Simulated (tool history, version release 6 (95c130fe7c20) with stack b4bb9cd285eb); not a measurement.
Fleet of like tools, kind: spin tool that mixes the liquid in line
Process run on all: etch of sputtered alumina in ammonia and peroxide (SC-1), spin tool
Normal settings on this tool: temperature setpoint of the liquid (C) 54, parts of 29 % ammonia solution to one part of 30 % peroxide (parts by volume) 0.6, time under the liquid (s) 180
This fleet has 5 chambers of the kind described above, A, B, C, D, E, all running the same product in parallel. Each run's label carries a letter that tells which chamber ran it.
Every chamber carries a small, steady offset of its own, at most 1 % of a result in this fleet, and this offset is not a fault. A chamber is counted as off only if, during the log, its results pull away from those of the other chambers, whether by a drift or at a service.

run,hour,temperature setpoint of the liquid (C),parts of 29 % ammonia solution to one part of 30 % peroxide (parts by volume),time under the liquid (s),"read-back film thickness of the sputtered alumina reference wafer, read on the same gauge (nm)",thickness taken off the sputtered alumina on a monitor wafer (angstrom)
1D,6.9,54,0.6,180,130.01,114.72
2E,13.1,54,0.6,180,130.05,114.91
3A,17.6,54,0.6,180,130,115.49
4C,23,54,0.6,180,130.01,116.8
5B,30.1,54,0.6,180,130.03,114.8
6A,37.4,54,0.6,180,129.97,116.05
7E,44.8,54,0.6,180,130.02,114.45
8C,48.1,54,0.6,180,130.01,114.87
9B,51.9,54,0.6,180,130.03,114.3
10D,57.6,54,0.6,180,129.99,114.74
11D,63.7,54,0.6,180,130.02,113.68
12E,69.9,54,0.6,180,130.01,114.56
# hour 76.1: chamber C: heated supply line repaired
13A,77.4,54,0.6,180,129.97,115.47
14B,83.7,60.5,0.8,180,130.07,165.01
15C,91.2,60.5,0.8,180,129.97,168.5
16C,96.4,60.5,0.8,180,129.98,168.8
17E,99.6,60.5,0.8,180,129.99,164.41
18D,104,60.5,0.8,180,129.99,163.34
19A,108.7,54,0.6,180,130,115.55
20B,112.3,54,0.6,180,130.02,115.15
21E,117,54,0.6,180,129.99,114.81
22D,123,54,0.6,180,130.01,112.77
23B,129.8,54,0.6,180,129.97,114.94
24A,135.8,54,0.6,180,129.93,116.04
25C,140.1,54,0.6,180,130.01,115.6
26E,143.4,54,0.6,180,129.97,114.57
27D,149.5,54,0.6,180,130,114.39
28B,156.9,54,0.6,180,129.98,113.72
29A,163.7,54,0.6,180,130.01,115.96
30C,169.9,54,0.6,110,130.02,70.183
31E,174,54,0.6,110,130.02,70.507
32A,180.9,54,0.6,110,130.03,70.713
33C,187,54,0.6,110,129.96,70.297
34B,190.3,54,0.6,110,130,69.614
35D,196.4,54,0.6,180,130.05,114.13
36D,201.8,54,0.6,180,130.02,114.47
37A,206.9,54,0.6,180,129.94,115.51
38E,214.3,54,0.6,180,130,114.81
39B,220.8,54,0.6,180,129.97,114.31

Does one chamber stand apart from the rest, does the shared gauge drift, or is all well apart from small per-chamber offsets? Give the chamber and the most likely cause, where there is one.

All chambers stay in line apart from their small fixed offsets, and the gauge does not drift.
